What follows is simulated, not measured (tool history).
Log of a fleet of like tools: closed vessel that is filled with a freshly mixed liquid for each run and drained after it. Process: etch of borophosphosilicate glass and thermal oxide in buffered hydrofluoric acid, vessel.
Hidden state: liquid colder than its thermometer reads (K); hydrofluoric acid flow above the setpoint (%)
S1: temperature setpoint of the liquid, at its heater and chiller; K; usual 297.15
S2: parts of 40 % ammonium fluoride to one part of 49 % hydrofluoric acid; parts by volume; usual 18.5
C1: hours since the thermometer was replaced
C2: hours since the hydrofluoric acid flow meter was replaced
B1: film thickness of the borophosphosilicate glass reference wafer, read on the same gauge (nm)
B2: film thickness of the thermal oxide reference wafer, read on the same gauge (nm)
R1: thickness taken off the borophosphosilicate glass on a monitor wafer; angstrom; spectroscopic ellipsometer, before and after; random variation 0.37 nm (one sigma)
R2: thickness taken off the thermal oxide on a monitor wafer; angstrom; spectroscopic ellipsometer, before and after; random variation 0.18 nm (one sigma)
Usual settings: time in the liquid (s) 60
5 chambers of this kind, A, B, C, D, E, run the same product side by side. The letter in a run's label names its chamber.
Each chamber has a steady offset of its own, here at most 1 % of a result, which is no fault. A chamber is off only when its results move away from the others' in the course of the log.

run 1E hour=4 | S1=297.15 S2=18.5 time_in_the_liquid_(s)=60 | C1=110.1 C2=1312 | B1=110 B2=30.01 | R1=855.93 R2=365.96
run 2D hour=8.1 | S1=297.15 S2=18.5 time_in_the_liquid_(s)=60 | C1=2489.6 C2=1307.6 | B1=110.02 B2=30.059 | R1=856.69 R2=365.85
run 3C hour=12.1 | S1=297.15 S2=18.5 time_in_the_liquid_(s)=60 | C1=1649.8 C2=333.1 | B1=110.01 B2=30.015 | R1=865.23 R2=365.18
run 4B hour=16.5 | S1=297.15 S2=18.5 time_in_the_liquid_(s)=60 | C1=719.5 C2=801.1 | B1=110 B2=30.054 | R1=861.69 R2=361.01
run 5A hour=24.4 | S1=297.15 S2=18.5 time_in_the_liquid_(s)=60 | C1=395.6 C2=94.9 | B1=109.99 B2=29.956 | R1=850.88 R2=364.69
run 6A hour=29.1 | S1=297.15 S2=18.5 time_in_the_liquid_(s)=60 | C1=400.3 C2=99.6 | B1=109.98 B2=30.005 | R1=850.61 R2=364.44
-- hour=30 chamber B: thermometer replaced
run 7B hour=34.7 | S1=301.65 S2=23 time_in_the_liquid_(s)=60 | C1=4.8 C2=819.3 | B1=109.98 B2=30.043 | R1=916.99 R2=392.1
run 8C hour=39.2 | S1=301.65 S2=23 time_in_the_liquid_(s)=60 | C1=1676.9 C2=360.2 | B1=110.01 B2=30.018 | R1=923.56 R2=388.12
run 9D hour=44.5 | S1=301.65 S2=23 time_in_the_liquid_(s)=60 | C1=2526 C2=1344 | B1=109.99 B2=29.992 | R1=909.8 R2=393.08
run 10E hour=51.3 | S1=301.65 S2=23 time_in_the_liquid_(s)=60 | C1=157.4 C2=1359.3 | B1=110 B2=29.994 | R1=911.6 R2=395.36
run 11D hour=57.1 | S1=301.65 S2=23 time_in_the_liquid_(s)=60 | C1=2538.6 C2=1356.6 | B1=110 B2=29.989 | R1=913.69 R2=394.39
run 12A hour=64.8 | S1=297.15 S2=18.5 time_in_the_liquid_(s)=60 | C1=436 C2=135.3 | B1=109.98 B2=29.963 | R1=855.55 R2=361.41
run 13E hour=69.6 | S1=297.15 S2=18.5 time_in_the_liquid_(s)=60 | C1=175.7 C2=1377.6 | B1=110 B2=29.945 | R1=861.64 R2=366.36
run 14C hour=73.4 | S1=297.15 S2=18.5 time_in_the_liquid_(s)=60 | C1=1711.1 C2=394.4 | B1=110.02 B2=29.956 | R1=860.89 R2=364.26
run 15B hour=81.7 | S1=297.15 S2=18.5 time_in_the_liquid_(s)=60 | C1=51.8 C2=866.3 | B1=109.99 B2=30.01 | R1=854.5 R2=365.26
run 16C hour=87.2 | S1=297.15 S2=18.5 time_in_the_liquid_(s)=60 | C1=1724.9 C2=408.2 | B1=110.01 B2=30.021 | R1=850.4 R2=366.88
run 17D hour=91.2 | S1=295.65 S2=18.5 time_in_the_liquid_(s)=60 | C1=2572.7 C2=1390.7 | B1=110.02 B2=30.007 | R1=787.59 R2=338.14
run 18A hour=97.9 | S1=295.65 S2=18.5 time_in_the_liquid_(s)=60 | C1=469.1 C2=168.4 | B1=110.01 B2=29.991 | R1=785.7 R2=337.56
run 19B hour=102 | S1=295.65 S2=18.5 time_in_the_liquid_(s)=60 | C1=72.1 C2=886.6 | B1=110 B2=29.981 | R1=797.25 R2=338.11
-- hour=108.2 chamber D: thermometer replaced
run 20E hour=110.3 | S1=295.65 S2=18.5 time_in_the_liquid_(s)=60 | C1=216.4 C2=1418.3 | B1=110.02 B2=29.991 | R1=788.23 R2=341.39
run 21A hour=118.2 | S1=295.65 S2=18.5 time_in_the_liquid_(s)=60 | C1=489.4 C2=188.7 | B1=110 B2=29.987 | R1=785.9 R2=336.12
run 22C hour=122.4 | S1=297.15 S2=18.5 time_in_the_liquid_(s)=60 | C1=1760.1 C2=443.4 | B1=109.99 B2=30.008 | R1=859.65 R2=364.54
run 23D hour=129 | S1=297.15 S2=18.5 time_in_the_liquid_(s)=60 | C1=20.8 C2=1428.5 | B1=110.01 B2=30.029 | R1=859.7 R2=369.06
run 24E hour=135.2 | S1=297.15 S2=18.5 time_in_the_liquid_(s)=60 | C1=241.3 C2=1443.2 | B1=110 B2=30.019 | R1=851.16 R2=370.39
run 25B hour=143.5 | S1=297.15 S2=18.5 time_in_the_liquid_(s)=60 | C1=113.6 C2=928.1 | B1=109.99 B2=29.972 | R1=855.21 R2=365.65
run 26D hour=150.7 | S1=297.15 S2=18.5 time_in_the_liquid_(s)=60 | C1=42.5 C2=1450.2 | B1=110.02 B2=30.008 | R1=853.29 R2=369.23
run 27A hour=155.6 | S1=300.65 S2=13.5 time_in_the_liquid_(s)=60 | C1=526.8 C2=226.1 | B1=110 B2=30.019 | R1=1400.2 R2=590.72
run 28C hour=162.6 | S1=300.65 S2=13.5 time_in_the_liquid_(s)=60 | C1=1800.3 C2=483.6 | B1=110 B2=29.996 | R1=1411.9 R2=603.34
run 29B hour=167.9 | S1=300.65 S2=13.5 time_in_the_liquid_(s)=60 | C1=138 C2=952.5 | B1=110 B2=29.959 | R1=1425.1 R2=606.11
run 30E hour=174.4 | S1=300.65 S2=13.5 time_in_the_liquid_(s)=60 | C1=280.5 C2=1482.4 | B1=110.01 B2=30.033 | R1=1402.7 R2=607.31
run 31A hour=180.6 | S1=300.65 S2=13.5 time_in_the_liquid_(s)=60 | C1=551.8 C2=251.1 | B1=109.99 B2=29.963 | R1=1385.4 R2=592.17
run 32C hour=184.8 | S1=297.15 S2=18.5 time_in_the_liquid_(s)=95 | C1=1822.5 C2=505.8 | B1=109.99 B2=30.034 | R1=1356.4 R2=580.04
run 33D hour=192.9 | S1=297.15 S2=18.5 time_in_the_liquid_(s)=95 | C1=84.7 C2=1492.4 | B1=110.01 B2=29.997 | R1=1351.4 R2=577.8
run 34E hour=199.4 | S1=297.15 S2=18.5 time_in_the_liquid_(s)=95 | C1=305.5 C2=1507.4 | B1=110 B2=29.997 | R1=1347.4 R2=587.56
run 35B hour=204.9 | S1=297.15 S2=18.5 time_in_the_liquid_(s)=95 | C1=175 C2=989.5 | B1=109.98 B2=29.964 | R1=1363.9 R2=582.23
run 36D hour=212.5 | S1=297.15 S2=18.5 time_in_the_liquid_(s)=95 | C1=104.3 C2=1512 | B1=110.01 B2=29.998 | R1=1350.8 R2=579
run 37B hour=217.2 | S1=297.15 S2=18.5 time_in_the_liquid_(s)=60 | C1=187.3 C2=1001.8 | B1=110.01 B2=29.941 | R1=858.54 R2=365.02
run 38A hour=223.9 | S1=297.15 S2=18.5 time_in_the_liquid_(s)=60 | C1=595.1 C2=294.4 | B1=110.02 B2=29.991 | R1=854.88 R2=366.66
run 39C hour=232.1 | S1=297.15 S2=18.5 time_in_the_liquid_(s)=60 | C1=1869.8 C2=553.1 | B1=110.01 B2=30.044 | R1=856.91 R2=365.49

Is one chamber off against the others, does the gauge drift, or is nothing wrong? If a chamber is off, say which, and what the likeliest cause is.

No chamber stands off beyond its own small offset, and the gauge holds steady.

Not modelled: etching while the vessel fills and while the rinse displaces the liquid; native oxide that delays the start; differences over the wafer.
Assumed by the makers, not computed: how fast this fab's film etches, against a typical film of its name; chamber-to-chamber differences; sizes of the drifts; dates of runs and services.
